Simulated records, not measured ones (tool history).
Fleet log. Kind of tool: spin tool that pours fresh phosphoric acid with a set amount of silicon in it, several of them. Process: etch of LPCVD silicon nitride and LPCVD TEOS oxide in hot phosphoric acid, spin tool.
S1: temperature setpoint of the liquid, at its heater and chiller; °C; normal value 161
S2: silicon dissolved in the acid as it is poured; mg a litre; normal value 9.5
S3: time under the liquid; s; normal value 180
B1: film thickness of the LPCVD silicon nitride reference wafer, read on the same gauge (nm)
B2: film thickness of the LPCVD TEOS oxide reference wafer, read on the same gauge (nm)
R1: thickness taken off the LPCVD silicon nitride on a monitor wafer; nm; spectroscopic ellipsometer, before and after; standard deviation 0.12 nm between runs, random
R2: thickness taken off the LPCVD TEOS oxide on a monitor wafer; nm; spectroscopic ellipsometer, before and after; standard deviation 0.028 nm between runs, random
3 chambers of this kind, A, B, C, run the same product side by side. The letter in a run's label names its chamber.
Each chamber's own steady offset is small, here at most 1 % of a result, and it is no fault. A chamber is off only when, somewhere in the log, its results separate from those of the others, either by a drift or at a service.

run   hour   S1   S2   S3       B1      B2      R1       R2
 1A    6.6  161  9.5  180  100.020  139.99  15.876  0.76733
 2B   13.5  161  9.5  180   99.994  140.01  15.701  0.84882
 3C   19.9  161  9.5  180   99.999  139.99  15.994  0.85809
 4A   23.9  161  9.5  180   99.982  140.01  15.827  0.83146
 5C   29.3  161  9.5  180  100.010  140.01  15.985  0.75043
 6B   33.2  161  9.5  180   99.996  139.98  15.938  0.83933
 7B   38.8  161  9.5  180  100.010  139.98  15.692  0.88097
 8A   44.1  161  9.5  180   99.989  140.01  15.986  0.88560
 9C   50.4  161  9.5  180  100.010  139.99  15.956  0.84518
      51.3  -- chamber B: dissolved silicon flow meter replaced
10C   55.5  161  9.5  180   99.995  139.98  15.776  0.81288
11B   60.2  161  9.5  180  100.020  140.00  15.944  0.81472
12A   64.4  161  9.5  115  100.000  140.00  10.144  0.55482
13C   68.0  161  9.5  115   99.998  140.01  10.324  0.53970
14A   73.3  161  9.5  115  100.000  139.99  10.081  0.52807
15B   77.1  161  9.5  180  100.010  139.98  15.574  0.84286
16C   80.6  161  9.5  180   99.999  140.01  15.948  0.81169
17A   84.7  161  9.5  180  100.010  140.00  15.842  0.87447
18B   91.3  161  9.5  180   99.989  140.01  15.805  0.86158
19B   97.7  161  9.5  180   99.986  139.99  15.769  0.89597
20C  104.3  161  9.5  180  100.010  140.02  15.989  0.82681
21A  110.3  161  9.5  180   99.997  140.02  15.835  0.81489

Which is it: a chamber that has drifted or been left off by a service, a gauge drift common to all chambers, or only each chamber's usual small offset? If a chamber is off, name it and its likeliest cause.

Neither any chamber nor the gauge drifts; the chambers differ only by their own small, steady offsets.
